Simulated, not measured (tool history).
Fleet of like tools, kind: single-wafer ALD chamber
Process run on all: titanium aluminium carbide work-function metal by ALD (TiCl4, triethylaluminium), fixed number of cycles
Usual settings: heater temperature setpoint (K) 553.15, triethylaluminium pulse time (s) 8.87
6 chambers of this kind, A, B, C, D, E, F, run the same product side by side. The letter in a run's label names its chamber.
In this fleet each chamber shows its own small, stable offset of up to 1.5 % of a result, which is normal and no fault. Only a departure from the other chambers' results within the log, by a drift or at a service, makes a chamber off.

run	hour	heater temperature setpoint (K)	triethylaluminium pulse time (s)	read-back reference wafer on the same gauge, thickness_nm	mean film thickness on the monitor wafer (nm)
1D	7.2	553.15	8.87	1.6897	1.7804
2C	18.0	553.15	8.87	1.6902	1.8020
# hour 23.6: chamber D: triethylaluminium bottle replaced
3E	31.5	553.15	8.87	1.6903	1.7962
4B	38.8	553.15	8.87	1.6903	1.7737
5F	51.1	553.15	8.87	1.6891	1.7960
6A	64.7	553.15	8.87	1.6898	1.7930
7B	72.4	553.15	8.87	1.6903	1.7801
# hour 78.6: chamber E: triethylaluminium bottle replaced
8D	86.7	553.15	8.87	1.6903	1.7806
9E	93.3	553.15	8.87	1.6898	1.7934
10C	107.5	553.15	8.87	1.6905	1.8073
11A	114.5	553.15	8.87	1.6891	1.7936
12F	126.0	553.15	8.87	1.6905	1.7935
13D	135.8	553.15	11.26	1.6904	1.8223
14F	149.1	553.15	11.26	1.6901	1.8452
15C	157.5	553.15	11.26	1.6901	1.8571
16A	164.5	553.15	11.26	1.6906	1.8495
17E	177.6	553.15	11.26	1.6899	1.8561
18B	189.8	553.15	11.26	1.6900	1.8220
19C	202.5	553.15	8.87	1.6907	1.8006
20B	213.8	553.15	8.87	1.6893	1.7806
21E	227.6	553.15	8.87	1.6906	1.7960
22F	239.5	553.15	8.87	1.6902	1.7993
23A	246.9	553.15	8.87	1.6895	1.7884
24D	254.8	553.15	8.87	1.6896	1.7870
25B	265.3	561.15	11.33	1.6893	1.8920
# hour 267.7: chamber F: thermocouple changed; heater temperature recalibrated
26E	277.1	561.15	11.33	1.6903	1.9147
27D	286.3	561.15	11.33	1.6900	1.8988
28A	296.9	561.15	11.33	1.6898	1.9149
29F	307.5	561.15	11.33	1.6901	1.8885
30C	318.2	561.15	11.33	1.6896	1.9250
31D	325.5	553.15	8.87	1.6897	1.7801
32F	339.0	553.15	6.45	1.6900	1.6507
# hour 349.3: chamber E: thermocouple changed; heater temperature recalibrated
33A	350.3	553.15	6.45	1.6896	1.6808
34C	363.5	553.15	6.45	1.6907	1.6841
35E	371.1	553.15	6.45	1.6906	1.6754
36B	378.0	553.15	6.45	1.6898	1.6619
37E	392.9	553.15	6.45	1.6902	1.6719
38A	405.8	553.15	8.87	1.6895	1.7969
39C	417.9	553.15	8.87	1.6910	1.8075
40B	429.0	553.15	8.87	1.6906	1.7706
41F	442.7	553.15	8.87	1.6901	1.7563
42D	455.9	553.15	8.87	1.6909	1.7858
43E	464.0	553.15	8.87	1.6891	1.7940

Each of the 6 chambers runs these same settings next. Fill in every chamber's results:
44A	474.8	553.15	8.87		?
44B	474.8	553.15	8.87		?
44C	474.8	553.15	8.87		?
44D	474.8	553.15	8.87		?
44E	474.8	553.15	8.87		?
44F	474.8	553.15	8.87		?

run	mean film thickness on the monitor wafer (nm)
44A	1.7934
44B	1.7741
44C	1.8005
44D	1.7834
44E	1.8001
44F	1.7649

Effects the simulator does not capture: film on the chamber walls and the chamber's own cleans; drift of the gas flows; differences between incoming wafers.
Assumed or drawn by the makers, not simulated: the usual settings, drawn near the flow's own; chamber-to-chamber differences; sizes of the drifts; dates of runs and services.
